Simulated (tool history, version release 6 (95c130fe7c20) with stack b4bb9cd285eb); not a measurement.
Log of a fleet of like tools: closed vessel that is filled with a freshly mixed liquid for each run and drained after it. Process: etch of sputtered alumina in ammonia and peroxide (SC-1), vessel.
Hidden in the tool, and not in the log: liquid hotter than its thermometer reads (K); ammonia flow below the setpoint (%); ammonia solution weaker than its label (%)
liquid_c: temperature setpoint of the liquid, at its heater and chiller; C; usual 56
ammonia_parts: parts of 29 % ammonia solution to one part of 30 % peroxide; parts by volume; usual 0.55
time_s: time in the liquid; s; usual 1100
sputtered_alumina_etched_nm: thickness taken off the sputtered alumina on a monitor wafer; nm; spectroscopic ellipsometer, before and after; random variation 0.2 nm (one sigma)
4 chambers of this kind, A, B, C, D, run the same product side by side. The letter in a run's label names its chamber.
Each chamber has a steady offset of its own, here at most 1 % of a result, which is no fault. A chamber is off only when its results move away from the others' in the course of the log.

run   hour  liquid_c  ammonia_parts  time_s  hours since the thermometer was replaced  hours since the ammonia flow meter was replaced  hours since the drum of ammonia solution was connected  read-back film thickness of the sputtered alumina reference wafer, read on the same gauge (nm)  sputtered_alumina_etched_nm
 1A    3.1        56           0.55    1100                                     285.6                                            283.1                                                   912.2                                                                                          140.01                       47.249
 2C    6.2        56           0.55    1100                                       862                                            466.1                                                   135.2                                                                                          139.99                       46.271
 3B    9.2        56           0.55    1100                                       256                                            295.2                                                    13.7                                                                                          139.99                       46.712
 4D   12.3        56           0.55    1100                                     168.3                                            307.2                                                   140.5                                                                                          140.02                       47.316
 5A   15.6        56           0.35    1100                                     298.1                                            295.6                                                   924.7                                                                                          139.99                       44.955
 6B   19.3        56           0.35    1100                                     266.1                                            305.3                                                    23.8                                                                                          140.01                        44.87
 7D   23.4        56           0.35    1100                                     179.4                                            318.3                                                   151.6                                                                                          140.02                       45.422
 8C   26.5        56           0.35    1100                                     882.3                                            486.4                                                   155.5                                                                                          139.99                       44.733
 9A   29.8        56           0.55    1100                                     312.3                                            309.8                                                   938.9                                                                                          139.99                       46.881
10D   33.6        56           0.55    1100                                     189.6                                            328.5                                                   161.8                                                                                          139.99                       46.704
11C   37.8        63            0.7    1100                                     893.6                                            497.7                                                   166.8                                                                                             140                       69.212
12B   41.7        63            0.7    1100                                     288.5                                            327.7                                                    46.2                                                                                          140.01                       69.214
13D   45.1        63            0.7    1100                                     201.1                                              340                                                   173.3                                                                                          140.01                       69.149
14B   47.1        63            0.7    1100                                     293.9                                            333.1                                                    51.6                                                                                             140                        69.27
15A   49.1        56           0.55    1100                                     331.6                                            329.1                                                   958.2                                                                                             140                       47.375
16C   52.1        56           0.55    1100                                     907.9                                              512                                                   181.1                                                                                             140                       46.833
17D   54.2        56           0.55    1100                                     210.2                                            349.1                                                   182.4                                                                                          140.02                       47.185
18C   57.9        56           0.55    1100                                     913.7                                            517.8                                                   186.9                                                                                          140.01                       46.858
19B     61        49           0.55    1370                                     307.8                                              347                                                    65.5                                                                                             140                       39.739
20A   64.5        49           0.55    1370                                       347                                            344.5                                                   973.6                                                                                          139.99                       41.418
21C   67.4        49           0.55    1370                                     923.2                                            527.3                                                   196.4                                                                                             140                       39.534
22D   70.5        49           0.55    1370                                     226.5                                            365.4                                                   198.7                                                                                          140.01                       40.429
23A   72.4        56           0.55    1100                                     354.9                                            352.4                                                   981.5                                                                                          139.99                       48.678
24B   74.6        56           0.55    1100                                     321.4                                            360.6                                                    79.1                                                                                             140                       47.104
      75.7  -- chamber C: thermometer replaced
25B   77.2        56           0.55    1100                                       324                                            363.2                                                    81.7                                                                                             140                       47.347
26C   79.6        56           0.55    1100                                       3.9                                            539.5                                                   208.6                                                                                          140.02                       46.428
27A   83.4        56           0.55    1100                                     365.9                                            363.4                                                   992.5                                                                                          139.99                       49.063
28D   87.4        56           0.55    1100                                     243.4                                            382.3                                                   215.6                                                                                             140                       47.294
29D     91        56           0.55    1100                                       247                                            385.9                                                   219.2                                                                                             140                       47.451
30B   94.4        56           0.55    1100                                     341.2                                            380.4                                                    98.9                                                                                          140.01                       46.809
31A   96.9        56           0.55    1100                                     379.4                                            376.9                                                    1006                                                                                             140                        49.36
32C  100.1        56           0.55    1100                                      24.4                                              560                                                   229.1                                                                                             140                       46.904
33D    103        56           0.55    1100                                       259                                            397.9                                                   231.2                                                                                          140.01                        47.36
34A  106.6        56           0.55    1100                                     389.1                                            386.6                                                  1015.7                                                                                          140.02                       49.943
35B    109        56           0.55    1100                                     355.8                                              395                                                   113.5                                                                                          139.98                       47.258
36C  113.2        56           0.55    1100                                      37.5                                            573.1                                                   242.2                                                                                          140.01                       46.684
37B  116.6        56           0.55    1100                                     363.4                                            402.6                                                   121.1                                                                                          139.99                       46.896

Is one chamber off against the others, does the gauge drift, or is nothing wrong? If a chamber is off, say which, and what the likeliest cause is.

Chamber A drifts away from the others.
Cause: liquid hotter than its thermometer reads (K) = 1.2.

Here are 4 candidates for chamber A's next run, each the usual settings with a change, their results left as question marks. Which one brings its results back in line with what the others give on the usual settings?
In line means no further than this from the other chambers' mean on the usual settings: sputtered_alumina_etched_nm 0.71 nm
38A-1  119.7        56           0.55     960                                                                                                                                                                                                                                                                               ?
38A-2  119.7      56.5           0.55    1145                                                                                                                                                                                                                                                                               ?
38A-3  119.7        56           0.55    1025                                                                                                                                                                                                                                                                               ?
38A-4  119.7        57           0.55    1195                                                                                                                                                                                                                                                                               ?

The other chambers' mean on the usual settings: sputtered_alumina_etched_nm 46.984 nm
  run  sputtered_alumina_etched_nm
38A-1                       43.873
38A-2                       53.684
38A-3                       46.843
38A-4                       57.476
38A-3 brings the chamber back in line.
